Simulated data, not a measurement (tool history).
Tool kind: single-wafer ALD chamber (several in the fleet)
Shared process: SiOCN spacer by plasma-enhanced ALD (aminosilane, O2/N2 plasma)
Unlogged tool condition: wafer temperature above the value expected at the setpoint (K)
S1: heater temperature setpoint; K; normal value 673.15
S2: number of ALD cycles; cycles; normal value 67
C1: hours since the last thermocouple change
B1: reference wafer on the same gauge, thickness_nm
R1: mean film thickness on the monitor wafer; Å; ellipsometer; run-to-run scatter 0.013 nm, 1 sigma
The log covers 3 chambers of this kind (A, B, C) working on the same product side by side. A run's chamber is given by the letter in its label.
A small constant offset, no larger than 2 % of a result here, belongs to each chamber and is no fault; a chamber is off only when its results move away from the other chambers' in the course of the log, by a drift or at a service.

Run 1A, hour 5.9: usual settings; C1 1110.4; B1 4.5391. Result: R1 40.331 Å.
Run 2B, hour 11.0: usual settings; C1 343.0; B1 4.5414. Result: R1 39.772 Å.
Run 3C, hour 15.9: usual settings; C1 211.3; B1 4.5425. Result: R1 40.399 Å.
Run 4B, hour 24.1: usual settings; C1 356.1; B1 4.5385. Result: R1 39.620 Å.
Run 5A, hour 28.8: usual settings; C1 1133.3; B1 4.5424. Result: R1 40.387 Å.
Run 6C, hour 33.4: usual settings; C1 228.8; B1 4.5399. Result: R1 40.384 Å.
Run 7C, hour 39.5: usual settings; C1 234.9; B1 4.5386. Result: R1 40.233 Å.
Run 8A, hour 44.8: usual settings; C1 1149.3; B1 4.5347. Result: R1 40.416 Å.
Run 9B, hour 52.6: usual settings; C1 384.6; B1 4.5438. Result: R1 40.090 Å.
Run 10C, hour 61.6: usual settings; C1 257.0; B1 4.5401. Result: R1 40.674 Å.
Run 11A, hour 68.7: usual settings; C1 1173.2; B1 4.5422. Result: R1 40.185 Å.
Run 12B, hour 75.0: usual settings; C1 407.0; B1 4.5371. Result: R1 39.950 Å.
Run 13B, hour 83.7: usual settings but S1 663.15 K, S2 76 cycles; C1 415.7; B1 4.5424. Result: R1 45.108 Å.
Run 14C, hour 88.6: usual settings but S1 663.15 K, S2 76 cycles; C1 284.0; B1 4.5404. Result: R1 45.826 Å.
Run 15A, hour 94.7: usual settings but S1 663.15 K, S2 76 cycles; C1 1199.2; B1 4.5403. Result: R1 45.839 Å.
Run 16B, hour 101.4: usual settings; C1 433.4; B1 4.5425. Result: R1 39.974 Å.
Run 17C, hour 105.9: usual settings; C1 301.3; B1 4.5433. Result: R1 40.276 Å.
Run 18A, hour 113.9: usual settings; C1 1218.4; B1 4.5391. Result: R1 40.345 Å.
Run 19C, hour 121.1: usual settings; C1 316.5; B1 4.5381. Result: R1 40.291 Å.
Run 20A, hour 130.3: usual settings; C1 1234.8; B1 4.5401. Result: R1 40.603 Å.
Run 21B, hour 137.6: usual settings; C1 469.6; B1 4.5356. Result: R1 39.739 Å.
Run 22C, hour 144.7: usual settings; C1 340.1; B1 4.5379. Result: R1 40.336 Å.
Run 23A, hour 151.9: usual settings; C1 1256.4; B1 4.5421. Result: R1 40.226 Å.
Run 24B, hour 157.8: usual settings but S1 663.15 K, S2 78 cycles; C1 489.8; B1 4.5418. Result: R1 46.137 Å.
Run 25C, hour 166.4: usual settings but S1 663.15 K, S2 78 cycles; C1 361.8; B1 4.5415. Result: R1 47.197 Å.
Run 26B, hour 172.0: usual settings but S1 663.15 K, S2 78 cycles; C1 504.0; B1 4.5440. Result: R1 46.242 Å.
Run 27A, hour 180.0: usual settings; C1 1284.5; B1 4.5418. Result: R1 40.397 Å.
Run 28B, hour 189.2: usual settings; C1 521.2; B1 4.5431. Result: R1 39.643 Å.
Run 29A, hour 193.3: usual settings but S1 666.15 K, S2 55 cycles; C1 1297.8; B1 4.5399. Result: R1 33.176 Å.
Run 30C, hour 199.2: usual settings but S1 666.15 K, S2 55 cycles; C1 394.6; B1 4.5376. Result: R1 33.190 Å.

All 3 chambers run these settings next. Forecast each chamber's results:
Run 31A, hour 205.9: usual settings. Result: R1 ?.
Run 31B, hour 205.9: usual settings. Result: R1 ?.
Run 31C, hour 205.9: usual settings. Result: R1 ?.

run      R1
31A  40.390
31B  40.002
31C  40.629
